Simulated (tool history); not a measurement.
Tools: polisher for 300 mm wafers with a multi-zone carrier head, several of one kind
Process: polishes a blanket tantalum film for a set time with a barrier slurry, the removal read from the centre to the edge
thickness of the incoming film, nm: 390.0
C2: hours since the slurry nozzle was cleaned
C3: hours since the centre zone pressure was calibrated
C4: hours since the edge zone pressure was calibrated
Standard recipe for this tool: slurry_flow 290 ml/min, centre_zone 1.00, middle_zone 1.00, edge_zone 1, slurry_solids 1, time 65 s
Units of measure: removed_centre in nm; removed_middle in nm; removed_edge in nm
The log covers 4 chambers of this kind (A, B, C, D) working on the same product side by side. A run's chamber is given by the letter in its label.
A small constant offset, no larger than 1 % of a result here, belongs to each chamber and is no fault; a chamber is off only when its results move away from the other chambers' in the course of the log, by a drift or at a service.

{"run": "1B", "day": 0.354, "slurry_flow": 290, "centre_zone": 1.0, "middle_zone": 1.0, "edge_zone": 1, "slurry_solids": 1, "time": 65, "wafers polished on this pad": 290, "C2": 305.4, "C3": 330.8, "C4": 109.4, "removed_centre": 88.417, "removed_middle": 86.42, "removed_edge": 89.557}
{"day": 0.842, "done": "chamber A: worn pad replaced by a new one"}
{"run": "2D", "day": 0.879, "slurry_flow": 290, "centre_zone": 1.0, "middle_zone": 1.0, "edge_zone": 1, "slurry_solids": 1, "time": 65, "wafers polished on this pad": 233, "C2": 57.7, "C3": 501.1, "C4": 378.5, "removed_centre": 87.228, "removed_middle": 86.354, "removed_edge": 88.37}
{"run": "3A", "day": 1.133, "slurry_flow": 290, "centre_zone": 1.0, "middle_zone": 1.0, "edge_zone": 1, "slurry_solids": 1, "time": 65, "wafers polished on this pad": 45, "C2": 397.9, "C3": 1001.2, "C4": 474.7, "removed_centre": 87.981, "removed_middle": 87.26, "removed_edge": 89.536}
{"run": "4C", "day": 1.496, "slurry_flow": 290, "centre_zone": 1.0, "middle_zone": 1.0, "edge_zone": 1, "slurry_solids": 1, "time": 65, "wafers polished on this pad": 300, "C2": 121.4, "C3": 180.0, "C4": 683.6, "removed_centre": 86.88, "removed_middle": 89.891, "removed_edge": 86.857}
{"run": "5C", "day": 1.779, "slurry_flow": 290, "centre_zone": 1.0, "middle_zone": 1.0, "edge_zone": 1, "slurry_solids": 1, "time": 65, "wafers polished on this pad": 344, "C2": 128.2, "C3": 186.8, "C4": 690.4, "removed_centre": 85.455, "removed_middle": 88.544, "removed_edge": 86.932}
{"run": "6A", "day": 2.338, "slurry_flow": 290, "centre_zone": 0.93, "middle_zone": 1.0, "edge_zone": 1, "slurry_solids": 1, "time": 53, "wafers polished on this pad": 231, "C2": 426.8, "C3": 1030.1, "C4": 503.6, "removed_centre": 66.44, "removed_middle": 71.982, "removed_edge": 72.61}
{"day": 2.583, "done": "chamber B: worn pad replaced by a new one"}
{"run": "7B", "day": 2.658, "slurry_flow": 290, "centre_zone": 0.93, "middle_zone": 1.0, "edge_zone": 1, "slurry_solids": 1, "time": 53, "wafers polished on this pad": 11, "C2": 360.7, "C3": 386.1, "C4": 164.7, "removed_centre": 64.627, "removed_middle": 71.338, "removed_edge": 72.324}
{"run": "8D", "day": 3.212, "slurry_flow": 290, "centre_zone": 0.93, "middle_zone": 1.0, "edge_zone": 1, "slurry_solids": 1, "time": 53, "wafers polished on this pad": 594, "C2": 113.7, "C3": 557.1, "C4": 434.5, "removed_centre": 67.023, "removed_middle": 70.945, "removed_edge": 71.615}
{"run": "9A", "day": 3.608, "slurry_flow": 290, "centre_zone": 0.93, "middle_zone": 1.0, "edge_zone": 1, "slurry_solids": 1, "time": 53, "wafers polished on this pad": 428, "C2": 457.3, "C3": 1060.6, "C4": 534.1, "removed_centre": 65.779, "removed_middle": 69.142, "removed_edge": 71.869}
{"run": "10C", "day": 3.904, "slurry_flow": 290, "centre_zone": 1.0, "middle_zone": 1.0, "edge_zone": 1, "slurry_solids": 1, "time": 65, "wafers polished on this pad": 672, "C2": 179.2, "C3": 237.8, "C4": 741.4, "removed_centre": 88.818, "removed_middle": 87.351, "removed_edge": 87.919}
{"day": 4.079, "done": "chamber A: centre zone pressure recalibrated"}
{"run": "11D", "day": 4.229, "slurry_flow": 290, "centre_zone": 1.0, "middle_zone": 1.0, "edge_zone": 1, "slurry_solids": 1, "time": 65, "wafers polished on this pad": 751, "C2": 138.1, "C3": 581.5, "C4": 458.9, "removed_centre": 88.604, "removed_middle": 87.314, "removed_edge": 87.158}
{"run": "12B", "day": 4.721, "slurry_flow": 290, "centre_zone": 1.0, "middle_zone": 1.0, "edge_zone": 1, "slurry_solids": 1, "time": 65, "wafers polished on this pad": 330, "C2": 410.2, "C3": 435.6, "C4": 214.2, "removed_centre": 84.915, "removed_middle": 87.727, "removed_edge": 88.977}
{"run": "13B", "day": 5.017, "slurry_flow": 290, "centre_zone": 1.0, "middle_zone": 1.0, "edge_zone": 1, "slurry_solids": 1, "time": 65, "wafers polished on this pad": 376, "C2": 417.3, "C3": 442.7, "C4": 221.3, "removed_centre": 87.273, "removed_middle": 86.366, "removed_edge": 87.441}
{"day": 5.279, "done": "chamber A: worn pad replaced by a new one"}
{"run": "14A", "day": 5.346, "slurry_flow": 290, "centre_zone": 1.07, "middle_zone": 1.04, "edge_zone": 1, "slurry_solids": 1, "time": 65, "wafers polished on this pad": 10, "C2": 499.0, "C3": 30.4, "C4": 575.8, "removed_centre": 96.084, "removed_middle": 89.149, "removed_edge": 87.99}
{"run": "15D", "day": 5.888, "slurry_flow": 290, "centre_zone": 1.07, "middle_zone": 1.04, "edge_zone": 1, "slurry_solids": 1, "time": 65, "wafers polished on this pad": 1007, "C2": 177.9, "C3": 621.3, "C4": 498.7, "removed_centre": 93.787, "removed_middle": 90.499, "removed_edge": 86.729}
{"run": "16C", "day": 6.304, "slurry_flow": 290, "centre_zone": 1.07, "middle_zone": 1.04, "edge_zone": 1, "slurry_solids": 1, "time": 65, "wafers polished on this pad": 1044, "C2": 236.8, "C3": 295.4, "C4": 799.0, "removed_centre": 93.34, "removed_middle": 91.574, "removed_edge": 88.934}
{"run": "17A", "day": 6.754, "slurry_flow": 290, "centre_zone": 1.07, "middle_zone": 1.04, "edge_zone": 1, "slurry_solids": 1, "time": 65, "wafers polished on this pad": 228, "C2": 532.8, "C3": 64.2, "C4": 609.6, "removed_centre": 95.32, "removed_middle": 88.091, "removed_edge": 87.648}
{"run": "18C", "day": 7.0, "slurry_flow": 290, "centre_zone": 1.0, "middle_zone": 1.0, "edge_zone": 1, "slurry_solids": 1, "time": 65, "wafers polished on this pad": 1151, "C2": 253.5, "C3": 312.1, "C4": 815.7, "removed_centre": 86.341, "removed_middle": 88.034, "removed_edge": 88.064}
{"run": "19D", "day": 7.358, "slurry_flow": 290, "centre_zone": 1.0, "middle_zone": 1.0, "edge_zone": 1, "slurry_solids": 1, "time": 65, "wafers polished on this pad": 1235, "C2": 213.2, "C3": 656.6, "C4": 534.0, "removed_centre": 85.305, "removed_middle": 84.491, "removed_edge": 85.318}
{"day": 7.512, "done": "chamber B: worn pad replaced by a new one"}
{"run": "20B", "day": 7.829, "slurry_flow": 290, "centre_zone": 1.0, "middle_zone": 1.0, "edge_zone": 1, "slurry_solids": 1, "time": 65, "wafers polished on this pad": 49, "C2": 484.8, "C3": 510.2, "C4": 288.8, "removed_centre": 86.921, "removed_middle": 86.452, "removed_edge": 88.701}
{"run": "21D", "day": 8.162, "slurry_flow": 290, "centre_zone": 1.0, "middle_zone": 1.0, "edge_zone": 1, "slurry_solids": 1, "time": 65, "wafers polished on this pad": 1359, "C2": 232.5, "C3": 675.9, "C4": 553.3, "removed_centre": 84.149, "removed_middle": 83.406, "removed_edge": 84.086}
{"run": "22A", "day": 8.704, "slurry_flow": 290, "centre_zone": 1.0, "middle_zone": 1.0, "edge_zone": 1, "slurry_solids": 1, "time": 65, "wafers polished on this pad": 530, "C2": 579.6, "C3": 111.0, "C4": 656.4, "removed_centre": 87.952, "removed_middle": 87.404, "removed_edge": 87.746}
{"day": 9.008, "done": "chamber B: slurry nozzle cleaned"}
{"day": 9.2, "done": "chamber C: worn pad replaced by a new one"}
{"run": "23B", "day": 9.254, "slurry_flow": 290, "centre_zone": 1.0, "middle_zone": 1.0, "edge_zone": 1, "slurry_solids": 1, "time": 65, "wafers polished on this pad": 269, "C2": 5.9, "C3": 544.4, "C4": 323.0, "removed_centre": 88.172, "removed_middle": 86.51, "removed_edge": 88.273}
{"run": "24C", "day": 9.717, "slurry_flow": 290, "centre_zone": 1.0, "middle_zone": 1.0, "edge_zone": 1, "slurry_solids": 1, "time": 65, "wafers polished on this pad": 80, "C2": 318.7, "C3": 377.3, "C4": 880.9, "removed_centre": 87.608, "removed_middle": 90.867, "removed_edge": 86.754}
{"day": 9.9, "done": "chamber A: worn pad replaced by a new one"}
{"run": "25A", "day": 10.121, "slurry_flow": 290, "centre_zone": 1.0, "middle_zone": 1.12, "edge_zone": 1, "slurry_solids": 1, "time": 65, "wafers polished on this pad": 34, "C2": 613.6, "C3": 145.0, "C4": 690.4, "removed_centre": 89.598, "removed_middle": 95.762, "removed_edge": 88.835}
{"run": "26B", "day": 10.512, "slurry_flow": 290, "centre_zone": 1.0, "middle_zone": 1.12, "edge_zone": 1, "slurry_solids": 1, "time": 65, "wafers polished on this pad": 464, "C2": 36.1, "C3": 574.6, "C4": 353.2, "removed_centre": 85.394, "removed_middle": 98.623, "removed_edge": 87.748}
{"run": "27C", "day": 11.058, "slurry_flow": 290, "centre_zone": 1.0, "middle_zone": 1.12, "edge_zone": 1, "slurry_solids": 1, "time": 65, "wafers polished on this pad": 287, "C2": 350.9, "C3": 409.5, "C4": 913.1, "removed_centre": 87.768, "removed_middle": 100.23, "removed_edge": 86.247}
{"run": "28D", "day": 11.475, "slurry_flow": 290, "centre_zone": 1.0, "middle_zone": 1.12, "edge_zone": 1, "slurry_solids": 1, "time": 65, "wafers polished on this pad": 1872, "C2": 312.0, "C3": 755.4, "C4": 632.8, "removed_centre": 83.821, "removed_middle": 90.385, "removed_edge": 81.322}
{"day": 11.546, "done": "chamber B: worn pad replaced by a new one"}
{"day": 11.658, "done": "chamber D: edge zone pressure recalibrated"}
{"run": "29B", "day": 11.821, "slurry_flow": 290, "centre_zone": 1.0, "middle_zone": 1.0, "edge_zone": 1, "slurry_solids": 1, "time": 65, "wafers polished on this pad": 42, "C2": 67.5, "C3": 606.0, "C4": 384.6, "removed_centre": 86.313, "removed_middle": 88.633, "removed_edge": 89.029}
{"run": "30D", "day": 12.292, "slurry_flow": 290, "centre_zone": 1.0, "middle_zone": 1.0, "edge_zone": 1, "slurry_solids": 1, "time": 65, "wafers polished on this pad": 1998, "C2": 331.6, "C3": 775.0, "C4": 15.2, "removed_centre": 82.459, "removed_middle": 81.92, "removed_edge": 81.676}

Next, every chamber runs the same settings. What will each give?
{"run": "31A", "day": 12.696, "slurry_flow": 290, "centre_zone": 1.0, "middle_zone": 1.0, "edge_zone": 1, "slurry_solids": 1, "time": 65, "removed_centre": "?", "removed_middle": "?", "removed_edge": "?"}
{"run": "31B", "day": 12.696, "slurry_flow": 290, "centre_zone": 1.0, "middle_zone": 1.0, "edge_zone": 1, "slurry_solids": 1, "time": 65, "removed_centre": "?", "removed_middle": "?", "removed_edge": "?"}
{"run": "31C", "day": 12.696, "slurry_flow": 290, "centre_zone": 1.0, "middle_zone": 1.0, "edge_zone": 1, "slurry_solids": 1, "time": 65, "removed_centre": "?", "removed_middle": "?", "removed_edge": "?"}
{"run": "31D", "day": 12.696, "slurry_flow": 290, "centre_zone": 1.0, "middle_zone": 1.0, "edge_zone": 1, "slurry_solids": 1, "time": 65, "removed_centre": "?", "removed_middle": "?", "removed_edge": "?"}

run=31A removed_centre=87.223 removed_middle=87.595 removed_edge=87.531
run=31B removed_centre=87.095 removed_middle=86.460 removed_edge=89.634
run=31C removed_centre=84.146 removed_middle=90.843 removed_edge=87.501
run=31D removed_centre=80.968 removed_middle=79.792 removed_edge=81.709

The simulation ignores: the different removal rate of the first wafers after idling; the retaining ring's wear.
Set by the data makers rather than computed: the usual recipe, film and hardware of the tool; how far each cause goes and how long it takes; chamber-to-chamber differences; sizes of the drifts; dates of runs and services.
